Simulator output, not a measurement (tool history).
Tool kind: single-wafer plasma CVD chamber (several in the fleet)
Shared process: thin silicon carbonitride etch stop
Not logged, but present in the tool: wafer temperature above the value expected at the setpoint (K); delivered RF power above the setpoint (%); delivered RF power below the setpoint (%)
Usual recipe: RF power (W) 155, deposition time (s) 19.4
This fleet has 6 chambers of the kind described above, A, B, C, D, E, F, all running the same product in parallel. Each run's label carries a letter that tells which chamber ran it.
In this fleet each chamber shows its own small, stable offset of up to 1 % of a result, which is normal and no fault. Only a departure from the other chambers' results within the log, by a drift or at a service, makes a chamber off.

| run | hour | RF power (W) | deposition time (s) | hours since the last thermocouple change | hours since the last RF generator calibration | read-back reference wafer on the same gauge, thickness_nm | mean film thickness on the monitor wafer (Å) |
|---|---|---|---|---|---|---|---|
| 1C | 13.2 | 155 | 19.4 | 281.3 | 447.7 | 9.1972 | 101.880 |
| 2A | 27.3 | 155 | 19.4 | 1548.5 | 598.2 | 9.2025 | 102.070 |
| 3D | 39.7 | 155 | 19.4 | 85.5 | 1921.9 | 9.2027 | 102.390 |
|  | 52.1 | chamber B: RF generator calibrated |
| 4F | 52.1 | 155 | 19.4 | 652.9 | 506.6 | 9.2076 | 103.200 |
| 5E | 65.9 | 155 | 19.4 | 282.5 | 1752.7 | 9.2072 | 102.470 |
| 6B | 81.1 | 155 | 19.4 | 2221.7 | 29.0 | 9.2103 | 101.790 |
| 7A | 94.7 | 155 | 19.4 | 1615.9 | 665.6 | 9.2160 | 102.260 |
| 8F | 110.1 | 155 | 19.4 | 710.9 | 564.6 | 9.2148 | 103.070 |
| 9D | 122.8 | 185 | 16.2 | 168.6 | 2005.0 | 9.2138 | 90.598 |
| 10B | 130.6 | 185 | 16.2 | 2271.2 | 78.5 | 9.2167 | 89.717 |
| 11E | 139.3 | 185 | 16.2 | 355.9 | 1826.1 | 9.2162 | 90.512 |
| 12C | 149.7 | 185 | 16.2 | 417.8 | 584.2 | 9.2189 | 89.622 |
| 13A | 160.6 | 185 | 16.2 | 1681.8 | 731.5 | 9.2190 | 90.293 |
| 14B | 174.9 | 185 | 16.2 | 2315.5 | 122.8 | 9.2241 | 89.749 |
| 15F | 186.2 | 155 | 19.4 | 787.0 | 640.7 | 9.2219 | 103.080 |
| 16E | 197.6 | 155 | 19.4 | 414.2 | 1884.4 | 9.2216 | 102.500 |
| 17D | 204.3 | 155 | 19.4 | 250.1 | 2086.5 | 9.2253 | 102.790 |
| 18C | 216.6 | 155 | 19.4 | 484.7 | 651.1 | 9.2211 | 102.000 |
| 19F | 228.9 | 155 | 19.4 | 829.7 | 683.4 | 9.2267 | 103.540 |
| 20A | 238.5 | 155 | 19.4 | 1759.7 | 809.4 | 9.2301 | 102.510 |
| 21C | 245.4 | 155 | 19.4 | 513.5 | 679.9 | 9.2296 | 101.590 |
| 22B | 254.0 | 155 | 19.4 | 2394.6 | 201.9 | 9.2307 | 101.740 |
| 23D | 263.4 | 155 | 19.4 | 309.2 | 2145.6 | 9.2327 | 102.860 |
| 24E | 275.8 | 155 | 19.4 | 492.4 | 1962.6 | 9.2332 | 102.860 |
| 25E | 287.3 | 155 | 19.4 | 503.9 | 1974.1 | 9.2358 | 102.780 |
| 26B | 298.4 | 155 | 19.4 | 2439.0 | 246.3 | 9.2381 | 102.090 |
|  | 302.6 | chamber F: thermocouple changed; heater temperature recalibrated |
| 27D | 310.0 | 155 | 19.4 | 355.8 | 2192.2 | 9.2350 | 103.180 |
| 28F | 321.5 | 155 | 19.4 | 19.0 | 776.0 | 9.2379 | 103.550 |
| 29C | 335.4 | 135 | 20.9 | 603.5 | 769.9 | 9.2399 | 105.740 |
| 30A | 350.5 | 135 | 20.9 | 1871.7 | 921.4 | 9.2425 | 106.520 |
| 31E | 363.7 | 135 | 20.9 | 580.3 | 2050.5 | 9.2451 | 105.980 |
| 32A | 373.5 | 135 | 20.9 | 1894.7 | 944.4 | 9.2422 | 106.500 |
| 33C | 382.0 | 135 | 20.9 | 650.1 | 816.5 | 9.2462 | 105.630 |
| 34B | 396.1 | 135 | 20.9 | 2536.7 | 344.0 | 9.2507 | 105.240 |
| 35F | 407.3 | 155 | 19.4 | 104.8 | 861.8 | 9.2497 | 103.430 |
| 36D | 418.4 | 155 | 19.4 | 464.2 | 2300.6 | 9.2526 | 103.310 |
| 37C | 428.2 | 155 | 19.4 | 696.3 | 862.7 | 9.2495 | 102.450 |
| 38F | 439.4 | 155 | 19.4 | 136.9 | 893.9 | 9.2515 | 103.470 |
| 39B | 451.9 | 155 | 19.4 | 2592.5 | 399.8 | 9.2522 | 102.050 |
| 40A | 461.8 | 155 | 19.4 | 1983.0 | 1032.7 | 9.2544 | 103.120 |
| 41D | 469.9 | 155 | 19.4 | 515.7 | 2352.1 | 9.2578 | 103.080 |

Decide between three cases: one chamber stands off from its peers, the gauge reading all wafers drifts, or nothing is wrong past each chamber's small offset. Where a chamber is off, say which and what most likely put it there.

Gauge drift. The chambers move together only on paper, and none stands off.
Cause: gauge reads high (%) = 0.631.

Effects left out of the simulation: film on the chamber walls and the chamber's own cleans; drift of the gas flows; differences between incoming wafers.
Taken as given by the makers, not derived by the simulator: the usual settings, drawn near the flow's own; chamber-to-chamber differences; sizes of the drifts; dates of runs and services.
